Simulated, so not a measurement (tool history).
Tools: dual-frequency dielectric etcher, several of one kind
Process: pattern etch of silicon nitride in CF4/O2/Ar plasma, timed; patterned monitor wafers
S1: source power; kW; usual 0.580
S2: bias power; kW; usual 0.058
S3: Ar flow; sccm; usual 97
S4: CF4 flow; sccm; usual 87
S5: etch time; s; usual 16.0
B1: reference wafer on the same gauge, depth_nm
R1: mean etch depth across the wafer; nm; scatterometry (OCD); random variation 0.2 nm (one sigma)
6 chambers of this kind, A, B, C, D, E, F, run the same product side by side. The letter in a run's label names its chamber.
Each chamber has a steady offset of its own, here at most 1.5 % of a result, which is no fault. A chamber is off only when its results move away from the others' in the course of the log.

Run 1D, hour 8.4: usual settings; B1 31.661. Result: R1 35.967 nm.
At hour 9.2: chamber B: CF4 flow controller replaced.
Run 2B, hour 16.8: usual settings; B1 31.706. Result: R1 35.892 nm.
Run 3A, hour 23.2: usual settings; B1 31.736. Result: R1 35.934 nm.
Run 4C, hour 30.0: usual settings; B1 31.772. Result: R1 36.251 nm.
Run 5E, hour 38.7: usual settings; B1 31.671. Result: R1 36.516 nm.
Run 6F, hour 45.9: usual settings but S1 0.650 kW, S5 11.5 s; B1 31.718. Result: R1 28.153 nm.
At hour 49.3: chamber D: Ar flow controller replaced.
Run 7A, hour 51.5: usual settings but S1 0.650 kW, S5 11.5 s; B1 31.698. Result: R1 28.375 nm.
Run 8E, hour 56.7: usual settings but S1 0.650 kW, S5 11.5 s; B1 31.681. Result: R1 28.513 nm.
Run 9B, hour 63.3: usual settings but S1 0.650 kW, S5 11.5 s; B1 31.690. Result: R1 28.048 nm.
Run 10D, hour 67.7: usual settings but S1 0.650 kW, S5 11.5 s; B1 31.691. Result: R1 28.592 nm.
Run 11C, hour 76.3: usual settings but S1 0.650 kW, S5 11.5 s; B1 31.686. Result: R1 28.750 nm.
Run 12F, hour 84.5: usual settings but S3 81 sccm; B1 31.665. Result: R1 36.425 nm.
Run 13D, hour 92.3: usual settings but S3 81 sccm; B1 31.718. Result: R1 36.759 nm.
Run 14B, hour 100.8: usual settings but S3 81 sccm; B1 31.688. Result: R1 36.354 nm.
Run 15F, hour 107.1: usual settings but S3 81 sccm; B1 31.647. Result: R1 36.329 nm.
Run 16A, hour 112.2: usual settings but S3 81 sccm; B1 31.701. Result: R1 36.978 nm.
Run 17E, hour 116.7: usual settings but S3 81 sccm; B1 31.686. Result: R1 36.899 nm.
Run 18C, hour 124.2: usual settings; B1 31.699. Result: R1 36.229 nm.
Run 19E, hour 128.6: usual settings; B1 31.752. Result: R1 36.099 nm.
At hour 128.9: chamber E: wet clean of the chamber.
Run 20D, hour 134.6: usual settings but S4 100 sccm, S5 14.0 s; B1 31.662. Result: R1 32.086 nm.
Run 21B, hour 140.1: usual settings but S4 100 sccm, S5 14.0 s; B1 31.757. Result: R1 31.814 nm.
At hour 145.3: chamber C: source power generator calibrated.
Run 22F, hour 148.2: usual settings but S4 100 sccm, S5 14.0 s; B1 31.732. Result: R1 31.908 nm.
Run 23A, hour 153.8: usual settings but S4 100 sccm, S5 14.0 s; B1 31.695. Result: R1 32.170 nm.
Run 24C, hour 158.9: usual settings but S4 100 sccm, S5 14.0 s; B1 31.714. Result: R1 32.211 nm.
Run 25B, hour 166.9: usual settings but S4 100 sccm, S5 14.0 s; B1 31.681. Result: R1 31.586 nm.
Run 26F, hour 173.6: usual settings; B1 31.721. Result: R1 35.552 nm.
Run 27A, hour 181.3: usual settings; B1 31.691. Result: R1 35.633 nm.
Run 28D, hour 187.5: usual settings; B1 31.720. Result: R1 35.941 nm.
Run 29E, hour 194.9: usual settings; B1 31.631. Result: R1 37.019 nm.
At hour 198.5: chamber B: Ar flow controller replaced.
Run 30C, hour 199.6: usual settings; B1 31.662. Result: R1 36.126 nm.
Run 31E, hour 205.4: usual settings; B1 31.688. Result: R1 37.359 nm.
Run 32C, hour 214.2: usual settings; B1 31.680. Result: R1 35.981 nm.
Run 33F, hour 218.5: usual settings; B1 31.715. Result: R1 35.521 nm.
Run 34D, hour 223.8: usual settings but S2 0.047 kW, S4 66 sccm; B1 31.675. Result: R1 31.784 nm.
Run 35A, hour 229.5: usual settings but S2 0.047 kW, S4 66 sccm; B1 31.661. Result: R1 31.497 nm.
Run 36B, hour 237.4: usual settings but S2 0.047 kW, S4 66 sccm; B1 31.712. Result: R1 31.835 nm.
Run 37A, hour 245.3: usual settings but S2 0.047 kW, S4 66 sccm; B1 31.702. Result: R1 31.920 nm.
Run 38F, hour 251.1: usual settings but S2 0.047 kW, S4 66 sccm; B1 31.718. Result: R1 31.623 nm.
Run 39D, hour 258.0: usual settings but S2 0.047 kW, S4 66 sccm; B1 31.770. Result: R1 32.082 nm.
Run 40C, hour 262.8: usual settings; B1 31.718. Result: R1 36.100 nm.

What goes on in this fleet: one chamber off, a drifting gauge, or nothing beyond the chambers' own small offsets? Name the chamber and the cause, if any.

A service left chamber E off against the others.
Cause: etch rate over this chamber's usual, % = 2.82.

Here are 4 candidates for chamber E's next run, each the usual settings with a change, their results left as question marks. Which one brings its results back in line with what the others give on the usual settings?
In line means no further than this from the other chambers' mean on the usual settings: R1 0.690 nm
Run 41E-1, hour 269.2: usual settings but S1 0.590 kW, S2 0.059 kW, S5 17.0 s. Result: R1 ?.
Run 41E-2, hour 269.2: usual settings but S1 0.560 kW, S2 0.057 kW. Result: R1 ?.
Run 41E-3, hour 269.2: usual settings but S5 16.5 s. Result: R1 ?.
Run 41E-4, hour 269.2: usual settings but S2 0.049 kW, S3 102 sccm, S4 82 sccm. Result: R1 ?.

The other chambers' mean on the usual settings: R1 35.894 nm
  run      R1
41E-1  40.442
41E-2  35.929
41E-3  38.432
41E-4  34.459
41E-2 brings the chamber back in line.

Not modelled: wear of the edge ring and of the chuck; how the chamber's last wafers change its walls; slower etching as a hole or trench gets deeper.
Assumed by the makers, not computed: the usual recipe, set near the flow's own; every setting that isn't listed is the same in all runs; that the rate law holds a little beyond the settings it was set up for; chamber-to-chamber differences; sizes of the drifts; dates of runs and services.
